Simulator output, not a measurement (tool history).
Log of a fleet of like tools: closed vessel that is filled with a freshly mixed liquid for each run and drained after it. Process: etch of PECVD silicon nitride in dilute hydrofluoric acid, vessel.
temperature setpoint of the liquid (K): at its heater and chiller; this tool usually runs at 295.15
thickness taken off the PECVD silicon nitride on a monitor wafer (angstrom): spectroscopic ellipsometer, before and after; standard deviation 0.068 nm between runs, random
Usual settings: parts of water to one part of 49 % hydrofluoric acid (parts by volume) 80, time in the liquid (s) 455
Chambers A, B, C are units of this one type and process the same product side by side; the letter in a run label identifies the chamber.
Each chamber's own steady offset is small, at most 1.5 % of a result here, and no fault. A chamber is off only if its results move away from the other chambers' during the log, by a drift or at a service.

| run | hour | temperature setpoint of the liquid (K) | parts of water to one part of 49 % hydrofluoric acid (parts by volume) | time in the liquid (s) | hours since the thermometer was replaced | hours since the hydrofluoric acid flow meter was replaced | read-back film thickness of the PECVD silicon nitride reference wafer, read on the same gauge (nm) | thickness taken off the PECVD silicon nitride on a monitor wafer (angstrom) |
|---|---|---|---|---|---|---|---|---|
| 1C | 7.1 | 295.15 | 80 | 455 | 2045.8 | 1639.5 | 150.00 | 83.855 |
| 2A | 12.7 | 295.15 | 80 | 455 | 1081.3 | 243.9 | 150.02 | 84.480 |
| 3B | 19.5 | 295.15 | 80 | 455 | 1015.7 | 1327.0 | 149.97 | 85.242 |
| 4A | 31.0 | 295.15 | 80 | 455 | 1099.6 | 262.2 | 150.01 | 85.760 |
| 5C | 43.1 | 295.15 | 80 | 455 | 2081.8 | 1675.5 | 150.01 | 84.259 |
| 6B | 49.0 | 295.15 | 80 | 455 | 1045.2 | 1356.5 | 150.03 | 85.397 |
|  | 51.5 | chamber B: thermometer replaced |
| 7A | 57.1 | 295.15 | 80 | 455 | 1125.7 | 288.3 | 150.02 | 85.335 |
| 8B | 68.3 | 295.15 | 80 | 455 | 16.8 | 1375.8 | 150.01 | 84.627 |
| 9C | 74.1 | 290.65 | 80 | 455 | 2112.8 | 1706.5 | 150.02 | 61.704 |
| 10A | 82.8 | 290.65 | 80 | 455 | 1151.4 | 314.0 | 149.99 | 63.483 |
| 11C | 91.1 | 290.65 | 80 | 455 | 2129.8 | 1723.5 | 150.00 | 61.359 |
| 12B | 101.8 | 295.15 | 80 | 455 | 50.3 | 1409.3 | 150.02 | 86.416 |
| 13A | 108.6 | 295.15 | 80 | 455 | 1177.2 | 339.8 | 150.00 | 86.860 |
| 14B | 117.9 | 295.15 | 80 | 455 | 66.4 | 1425.4 | 150.00 | 85.061 |
| 15C | 126.2 | 295.15 | 80 | 455 | 2164.9 | 1758.6 | 150.00 | 83.930 |
| 16A | 137.6 | 295.15 | 80 | 455 | 1206.2 | 368.8 | 149.98 | 89.473 |
| 17B | 148.4 | 295.15 | 80 | 455 | 96.9 | 1455.9 | 150.02 | 85.828 |
| 18C | 154.9 | 295.15 | 80 | 455 | 2193.6 | 1787.3 | 149.98 | 84.853 |
| 19B | 166.0 | 295.15 | 80 | 455 | 114.5 | 1473.5 | 149.98 | 85.655 |
| 20A | 176.5 | 295.15 | 80 | 455 | 1245.1 | 407.7 | 149.99 | 89.843 |
| 21C | 188.2 | 295.15 | 80 | 455 | 2226.9 | 1820.6 | 150.00 | 83.672 |
| 22A | 193.7 | 295.15 | 80 | 455 | 1262.3 | 424.9 | 150.01 | 91.648 |
| 23B | 204.6 | 295.15 | 80 | 455 | 153.1 | 1512.1 | 150.00 | 86.731 |
| 24C | 210.0 | 295.15 | 80 | 455 | 2248.7 | 1842.4 | 150.01 | 84.366 |
| 25C | 216.9 | 299.65 | 40 | 455 | 2255.6 | 1849.3 | 150.00 | 226.500 |
| 26B | 229.1 | 299.65 | 40 | 455 | 177.6 | 1536.6 | 150.02 | 231.660 |
| 27A | 240.7 | 299.65 | 40 | 455 | 1309.3 | 471.9 | 149.98 | 248.410 |
| 28B | 250.5 | 295.15 | 80 | 455 | 199.0 | 1558.0 | 149.99 | 84.791 |
| 29A | 261.8 | 295.15 | 80 | 455 | 1330.4 | 493.0 | 149.99 | 93.149 |

All 3 chambers run these settings next. Forecast each chamber's results:
| 30A | 270.6 | 295.15 | 80 | 455 |  |  |  | ? |
| 30B | 270.6 | 295.15 | 80 | 455 |  |  |  | ? |
| 30C | 270.6 | 295.15 | 80 | 455 |  |  |  | ? |

| run | thickness taken off the PECVD silicon nitride on a monitor wafer (angstrom) |
|---|---|
| 30A | 91.350 |
| 30B | 84.714 |
| 30C | 84.707 |

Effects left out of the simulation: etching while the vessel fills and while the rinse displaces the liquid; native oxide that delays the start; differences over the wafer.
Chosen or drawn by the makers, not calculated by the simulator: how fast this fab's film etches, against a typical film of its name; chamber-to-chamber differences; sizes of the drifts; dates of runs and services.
